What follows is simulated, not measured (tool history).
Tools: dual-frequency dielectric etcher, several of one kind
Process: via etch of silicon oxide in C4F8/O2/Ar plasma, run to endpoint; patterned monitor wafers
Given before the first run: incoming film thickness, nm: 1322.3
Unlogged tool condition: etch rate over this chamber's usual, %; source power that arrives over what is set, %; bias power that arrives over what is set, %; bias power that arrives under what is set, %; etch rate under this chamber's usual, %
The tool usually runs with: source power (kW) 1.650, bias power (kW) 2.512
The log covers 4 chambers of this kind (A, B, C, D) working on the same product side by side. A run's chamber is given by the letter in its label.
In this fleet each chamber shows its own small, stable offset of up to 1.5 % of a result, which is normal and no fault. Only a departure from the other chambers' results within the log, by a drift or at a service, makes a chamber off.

run   hour  source power (kW)  bias power (kW)  hours since the last wet clean  hours since the last source power generator calibration  hours since the last bias power generator calibration  endpoint time (s)
 1C    2.3              1.650            2.512                           164.2                                                   2146.5                                                 3960.3             260.88
 2D    4.5              1.650            2.512                           276.7                                                    154.0                                                  377.7             262.81
 3B    8.7              1.650            2.512                           147.1                                                   2246.2                                                  772.9             259.11
 4A   10.9              1.650            2.512                            80.2                                                   1630.7                                                 2396.0             262.10
 5B   13.2              1.650            2.512                           151.6                                                   2250.7                                                  777.4             263.10
 6A   16.8              1.650            2.512                            86.1                                                   1636.6                                                 2401.9             262.37
 7D   19.8              1.650            2.512                           292.0                                                    169.3                                                  393.0             263.03
 8C   23.1              1.650            2.512                           185.0                                                   2167.3                                                 3981.1             259.60
 9D   25.9              1.650            2.512                           298.1                                                    175.4                                                  399.1             263.10
10B   28.8              1.650            2.512                           167.2                                                   2266.3                                                  793.0             262.28
11C   31.7              1.650            2.512                           193.6                                                   2175.9                                                 3989.7             257.29
12A   34.8              1.650            2.512                           104.1                                                   1654.6                                                 2419.9             261.27
13A   37.8              1.650            2.512                           107.1                                                   1657.6                                                 2422.9             261.08
14B   41.0              1.650            2.512                           179.4                                                   2278.5                                                  805.2             260.03
15C   43.2              1.650            2.512                           205.1                                                   2187.4                                                 4001.2             261.74
16D   45.7              1.650            2.512                           317.9                                                    195.2                                                  418.9             259.20
17C   50.3              1.650            2.512                           212.2                                                   2194.5                                                 4008.3             259.96
18D   54.3              1.650            2.512                           326.5                                                    203.8                                                  427.5             259.51
19A   58.5              1.650            2.512                           127.8                                                   1678.3                                                 2443.6             263.72
20B   62.3              1.650            2.512                           200.7                                                   2299.8                                                  826.5             264.44
21A   66.6              1.650            2.512                           135.9                                                   1686.4                                                 2451.7             263.40
22B   70.4              1.650            2.512                           208.8                                                   2307.9                                                  834.6             259.08
23C   73.6              1.650            2.512                           235.5                                                   2217.8                                                 4031.6             260.55
24D   75.9              1.650            2.512                           348.1                                                    225.4                                                  449.1             255.13
25C   78.3              1.650            2.512                           240.2                                                   2222.5                                                 4036.3             260.02
26D   81.8              1.650            2.512                           354.0                                                    231.3                                                  455.0             256.23
27B   86.2              1.280            2.218                           224.6                                                   2323.7                                                  850.4             299.73
28A   89.5              1.280            2.218                           158.8                                                   1709.3                                                 2474.6             298.51
29D   92.6              1.280            2.218                           364.8                                                    242.1                                                  465.8             291.73
30B   97.3              1.280            2.218                           235.7                                                   2334.8                                                  861.5             297.40
31C  102.0              1.650            2.512                           263.9                                                   2246.2                                                 4060.0             263.84
32A  104.3              1.650            2.512                           173.6                                                   1724.1                                                 2489.4             261.16
33D  107.4              1.650            2.512                           379.6                                                    256.9                                                  480.6             255.15
34C  110.1              1.650            2.512                           272.0                                                   2254.3                                                 4068.1             262.99
35A  113.7              1.650            2.512                           183.0                                                   1733.5                                                 2498.8             264.87
36B  116.1              1.650            2.512                           254.5                                                   2353.6                                                  880.3             258.38
37A  119.2              1.650            3.120                           188.5                                                   1739.0                                                 2504.3             247.57
38C  121.8              1.650            3.120                           283.7                                                   2266.0                                                 4079.8             245.77

All 4 chambers run these settings next. Forecast each chamber's results:
39A  125.3              1.650            2.512                                                                                                                                                                  ?
39B  125.3              1.650            2.512                                                                                                                                                                  ?
39C  125.3              1.650            2.512                                                                                                                                                                  ?
39D  125.3              1.650            2.512                                                                                                                                                                  ?

run  endpoint time (s)
39A             263.17
39B             259.56
39C             260.72
39D             252.19

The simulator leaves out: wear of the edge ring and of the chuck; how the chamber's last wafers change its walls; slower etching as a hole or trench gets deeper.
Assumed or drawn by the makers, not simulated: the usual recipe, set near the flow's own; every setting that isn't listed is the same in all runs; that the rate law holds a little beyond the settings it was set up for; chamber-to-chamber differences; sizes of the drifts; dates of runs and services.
